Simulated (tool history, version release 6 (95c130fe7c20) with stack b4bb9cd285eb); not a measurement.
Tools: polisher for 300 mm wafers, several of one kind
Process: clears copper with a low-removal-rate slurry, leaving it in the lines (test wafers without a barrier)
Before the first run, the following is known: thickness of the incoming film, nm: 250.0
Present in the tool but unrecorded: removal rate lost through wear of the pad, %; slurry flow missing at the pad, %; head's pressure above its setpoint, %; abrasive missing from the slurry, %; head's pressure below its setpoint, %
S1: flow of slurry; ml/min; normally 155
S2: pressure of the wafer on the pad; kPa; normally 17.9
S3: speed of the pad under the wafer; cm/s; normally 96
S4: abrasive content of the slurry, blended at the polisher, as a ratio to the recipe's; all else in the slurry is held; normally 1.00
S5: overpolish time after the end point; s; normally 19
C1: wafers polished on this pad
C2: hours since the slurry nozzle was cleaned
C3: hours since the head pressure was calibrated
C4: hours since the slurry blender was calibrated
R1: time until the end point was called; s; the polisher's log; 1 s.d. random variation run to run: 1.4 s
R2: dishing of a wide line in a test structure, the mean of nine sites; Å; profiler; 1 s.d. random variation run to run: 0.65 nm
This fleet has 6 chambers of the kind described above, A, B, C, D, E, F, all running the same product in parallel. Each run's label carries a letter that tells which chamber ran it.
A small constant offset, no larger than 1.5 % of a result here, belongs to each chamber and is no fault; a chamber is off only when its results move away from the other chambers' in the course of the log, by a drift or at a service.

{"hour": 0.3, "done": "chamber C: worn pad replaced by a new one"}
{"run": "1F", "hour": 6.6, "S1": 155, "S2": 17.9, "S3": 96, "S4": 1.0, "S5": 19, "C1": 526, "C2": 95.1, "C3": 737.4, "C4": 187.2, "R1": 85.105, "R2": 371.24}
{"hour": 13.3, "done": "chamber F: slurry blender recalibrated"}
{"run": "2C", "hour": 19.1, "S1": 155, "S2": 17.9, "S3": 96, "S4": 1.0, "S5": 19, "C1": 189, "C2": 217.2, "C3": 890.4, "C4": 53.0, "R1": 85.589, "R2": 387.02}
{"hour": 19.8, "done": "chamber B: worn pad replaced by a new one"}
{"run": "3B", "hour": 24.9, "S1": 155, "S2": 17.9, "S3": 96, "S4": 1.0, "S5": 19, "C1": 52, "C2": 484.0, "C3": 843.2, "C4": 120.3, "R1": 85.753, "R2": 375.85}
{"hour": 31.8, "done": "chamber A: worn pad replaced by a new one"}
{"run": "4E", "hour": 36.6, "S1": 155, "S2": 17.9, "S3": 96, "S4": 1.0, "S5": 19, "C1": 1040, "C2": 706.5, "C3": 39.6, "C4": 161.1, "R1": 86.002, "R2": 384.03}
{"run": "5A", "hour": 47.7, "S1": 155, "S2": 17.9, "S3": 96, "S4": 1.0, "S5": 19, "C1": 159, "C2": 66.1, "C3": 858.3, "C4": 307.9, "R1": 82.645, "R2": 374.75}
{"run": "6D", "hour": 53.9, "S1": 155, "S2": 17.9, "S3": 96, "S4": 1.0, "S5": 19, "C1": 1041, "C2": 319.3, "C3": 481.1, "C4": 260.2, "R1": 85.477, "R2": 398.71}
{"hour": 57.6, "done": "chamber F: worn pad replaced by a new one"}
{"hour": 58.8, "done": "chamber B: slurry nozzle cleaned"}
{"run": "7F", "hour": 62.6, "S1": 120, "S2": 17.9, "S3": 96, "S4": 1.0, "S5": 19, "C1": 50, "C2": 151.1, "C3": 793.4, "C4": 49.3, "R1": 86.909, "R2": 362.34}
{"hour": 62.8, "done": "chamber E: worn pad replaced by a new one"}
{"run": "8A", "hour": 69.9, "S1": 120, "S2": 17.9, "S3": 96, "S4": 1.0, "S5": 19, "C1": 382, "C2": 88.3, "C3": 880.5, "C4": 330.1, "R1": 88.093, "R2": 365.48}
{"hour": 73.8, "done": "chamber E: slurry nozzle cleaned"}
{"run": "9E", "hour": 81.6, "S1": 120, "S2": 17.9, "S3": 96, "S4": 1.0, "S5": 19, "C1": 188, "C2": 7.9, "C3": 84.6, "C4": 206.1, "R1": 88.107, "R2": 376.65}
{"run": "10D", "hour": 88.4, "S1": 120, "S2": 17.9, "S3": 96, "S4": 1.0, "S5": 19, "C1": 1387, "C2": 353.8, "C3": 515.6, "C4": 294.7, "R1": 85.765, "R2": 359.06}
{"run": "11B", "hour": 100.6, "S1": 120, "S2": 17.9, "S3": 96, "S4": 1.0, "S5": 19, "C1": 811, "C2": 41.8, "C3": 918.9, "C4": 196.0, "R1": 88.841, "R2": 366.4}
{"run": "12C", "hour": 107.1, "S1": 120, "S2": 17.9, "S3": 96, "S4": 1.0, "S5": 19, "C1": 1071, "C2": 305.2, "C3": 978.4, "C4": 141.0, "R1": 89.477, "R2": 376.32}
{"hour": 110.0, "done": "chamber C: worn pad replaced by a new one"}
{"hour": 111.3, "done": "chamber C: slurry nozzle cleaned"}
{"run": "13B", "hour": 113.6, "S1": 155, "S2": 17.9, "S3": 96, "S4": 1.0, "S5": 19, "C1": 941, "C2": 54.8, "C3": 931.9, "C4": 209.0, "R1": 84.539, "R2": 379.33}
{"run": "14F", "hour": 119.6, "S1": 155, "S2": 17.9, "S3": 96, "S4": 1.0, "S5": 19, "C1": 622, "C2": 208.1, "C3": 850.4, "C4": 106.3, "R1": 84.461, "R2": 383.66}
{"run": "15C", "hour": 128.5, "S1": 155, "S2": 17.9, "S3": 96, "S4": 1.0, "S5": 19, "C1": 186, "C2": 17.2, "C3": 999.8, "C4": 162.4, "R1": 82.734, "R2": 377.11}
{"hour": 129.6, "done": "chamber A: worn pad replaced by a new one"}
{"hour": 134.9, "done": "chamber D: slurry nozzle cleaned"}
{"run": "16A", "hour": 135.1, "S1": 155, "S2": 17.9, "S3": 96, "S4": 1.0, "S5": 19, "C1": 55, "C2": 153.5, "C3": 945.7, "C4": 395.3, "R1": 85.497, "R2": 383.38}
{"run": "17D", "hour": 142.6, "S1": 155, "S2": 17.9, "S3": 96, "S4": 1.0, "S5": 19, "C1": 1931, "C2": 7.8, "C3": 569.8, "C4": 348.9, "R1": 86.544, "R2": 374.62}
{"hour": 146.4, "done": "chamber E: slurry blender recalibrated"}
{"hour": 149.7, "done": "chamber B: worn pad replaced by a new one"}
{"run": "18E", "hour": 152.6, "S1": 155, "S2": 20.7, "S3": 96, "S4": 1.0, "S5": 19, "C1": 901, "C2": 78.9, "C3": 155.6, "C4": 6.2, "R1": 72.361, "R2": 441.39}
{"hour": 156.6, "done": "chamber D: slurry blender recalibrated"}
{"run": "19A", "hour": 158.7, "S1": 155, "S2": 20.7, "S3": 96, "S4": 1.0, "S5": 19, "C1": 292, "C2": 177.1, "C3": 969.3, "C4": 418.9, "R1": 73.987, "R2": 448.77}
{"hour": 162.3, "done": "chamber A: slurry blender recalibrated"}
{"run": "20F", "hour": 170.9, "S1": 155, "S2": 20.7, "S3": 96, "S4": 1.0, "S5": 19, "C1": 1137, "C2": 259.4, "C3": 901.7, "C4": 157.6, "R1": 73.649, "R2": 431.11}
{"hour": 179.3, "done": "chamber F: worn pad replaced by a new one"}
{"run": "21D", "hour": 180.7, "S1": 155, "S2": 20.7, "S3": 96, "S4": 1.0, "S5": 19, "C1": 2313, "C2": 45.9, "C3": 607.9, "C4": 24.1, "R1": 76.395, "R2": 405.6}
{"hour": 189.2, "done": "chamber A: slurry nozzle cleaned"}
{"run": "22E", "hour": 193.4, "S1": 155, "S2": 20.7, "S3": 96, "S4": 1.0, "S5": 19, "C1": 1310, "C2": 119.7, "C3": 196.4, "C4": 47.0, "R1": 73.211, "R2": 446.74}
{"run": "23C", "hour": 201.4, "S1": 155, "S2": 20.7, "S3": 96, "S4": 1.0, "S5": 19, "C1": 917, "C2": 90.1, "C3": 1072.7, "C4": 235.3, "R1": 72.164, "R2": 426.65}
{"run": "24B", "hour": 209.7, "S1": 155, "S2": 17.9, "S3": 96, "S4": 1.0, "S5": 19, "C1": 602, "C2": 150.9, "C3": 1028.0, "C4": 305.1, "R1": 84.732, "R2": 385.75}
{"hour": 212.9, "done": "chamber E: worn pad replaced by a new one"}
{"hour": 217.0, "done": "chamber F: slurry blender recalibrated"}
{"run": "25F", "hour": 218.3, "S1": 155, "S2": 17.9, "S3": 96, "S4": 1.0, "S5": 19, "C1": 391, "C2": 306.8, "C3": 949.1, "C4": 1.4, "R1": 85.313, "R2": 378.91}
{"hour": 219.9, "done": "chamber A: head pressure recalibrated"}
{"hour": 220.5, "done": "chamber A: worn pad replaced by a new one"}
{"hour": 221.0, "done": "chamber C: worn pad replaced by a new one"}
{"hour": 221.1, "done": "chamber F: head pressure recalibrated"}
{"run": "26E", "hour": 227.9, "S1": 155, "S2": 17.9, "S3": 96, "S4": 1.0, "S5": 19, "C1": 151, "C2": 154.2, "C3": 230.9, "C4": 81.5, "R1": 86.524, "R2": 394.58}
{"run": "27B", "hour": 240.2, "S1": 155, "S2": 17.9, "S3": 96, "S4": 1.25, "S5": 13, "C1": 908, "C2": 181.4, "C3": 1058.5, "C4": 335.6, "R1": 81.699, "R2": 293.32}
{"hour": 250.2, "done": "chamber B: slurry blender recalibrated"}
{"run": "28A", "hour": 250.6, "S1": 155, "S2": 17.9, "S3": 96, "S4": 1.25, "S5": 13, "C1": 302, "C2": 61.5, "C3": 30.8, "C4": 88.4, "R1": 80.657, "R2": 292.93}
{"run": "29C", "hour": 258.2, "S1": 155, "S2": 17.9, "S3": 96, "S4": 1.25, "S5": 13, "C1": 374, "C2": 146.9, "C3": 1129.5, "C4": 292.1, "R1": 82.525, "R2": 293.64}
{"run": "30D", "hour": 270.5, "S1": 155, "S2": 17.9, "S3": 96, "S4": 1.25, "S5": 13, "C1": 3214, "C2": 135.7, "C3": 697.7, "C4": 113.9, "R1": 88.583, "R2": 266.23}
{"hour": 274.1, "done": "chamber B: worn pad replaced by a new one"}
{"run": "31A", "hour": 279.9, "S1": 155, "S2": 17.9, "S3": 96, "S4": 1.25, "S5": 13, "C1": 596, "C2": 90.8, "C3": 60.1, "C4": 117.7, "R1": 80.671, "R2": 290.53}
{"run": "32D", "hour": 292.9, "S1": 155, "S2": 17.9, "S3": 96, "S4": 1.25, "S5": 13, "C1": 3439, "C2": 158.1, "C3": 720.1, "C4": 136.3, "R1": 88.368, "R2": 269.51}
{"hour": 296.1, "done": "chamber F: worn pad replaced by a new one"}
{"run": "33C", "hour": 300.5, "S1": 120, "S2": 17.9, "S3": 96, "S4": 1.0, "S5": 19, "C1": 798, "C2": 189.2, "C3": 1171.8, "C4": 334.4, "R1": 90.11, "R2": 369.4}
{"run": "34F", "hour": 306.5, "S1": 120, "S2": 17.9, "S3": 96, "S4": 1.0, "S5": 19, "C1": 104, "C2": 395.0, "C3": 85.5, "C4": 89.6, "R1": 87.758, "R2": 376.36}
{"run": "35B", "hour": 315.5, "S1": 120, "S2": 17.9, "S3": 96, "S4": 1.0, "S5": 19, "C1": 415, "C2": 256.7, "C3": 1133.8, "C4": 65.4, "R1": 89.706, "R2": 373.28}
{"run": "36E", "hour": 322.3, "S1": 120, "S2": 17.9, "S3": 96, "S4": 1.0, "S5": 19, "C1": 1098, "C2": 248.6, "C3": 325.3, "C4": 175.9, "R1": 86.631, "R2": 380.86}

All chambers now run identical settings, listed one chamber a line with results as question marks. What results will each chamber show?
{"run": "37A", "hour": 331.8, "S1": 200, "S2": 17.9, "S3": 96, "S4": 1.0, "S5": 19, "R1": "?", "R2": "?"}
{"run": "37B", "hour": 331.8, "S1": 200, "S2": 17.9, "S3": 96, "S4": 1.0, "S5": 19, "R1": "?", "R2": "?"}
{"run": "37C", "hour": 331.8, "S1": 200, "S2": 17.9, "S3": 96, "S4": 1.0, "S5": 19, "R1": "?", "R2": "?"}
{"run": "37D", "hour": 331.8, "S1": 200, "S2": 17.9, "S3": 96, "S4": 1.0, "S5": 19, "R1": "?", "R2": "?"}
{"run": "37E", "hour": 331.8, "S1": 200, "S2": 17.9, "S3": 96, "S4": 1.0, "S5": 19, "R1": "?", "R2": "?"}
{"run": "37F", "hour": 331.8, "S1": 200, "S2": 17.9, "S3": 96, "S4": 1.0, "S5": 19, "R1": "?", "R2": "?"}

run=37A R1=82.151 R2=390.56
run=37B R1=80.796 R2=396.77
run=37C R1=82.728 R2=386.50
run=37D R1=89.374 R2=361.36
run=37E R1=82.040 R2=394.28
run=37F R1=80.848 R2=399.15
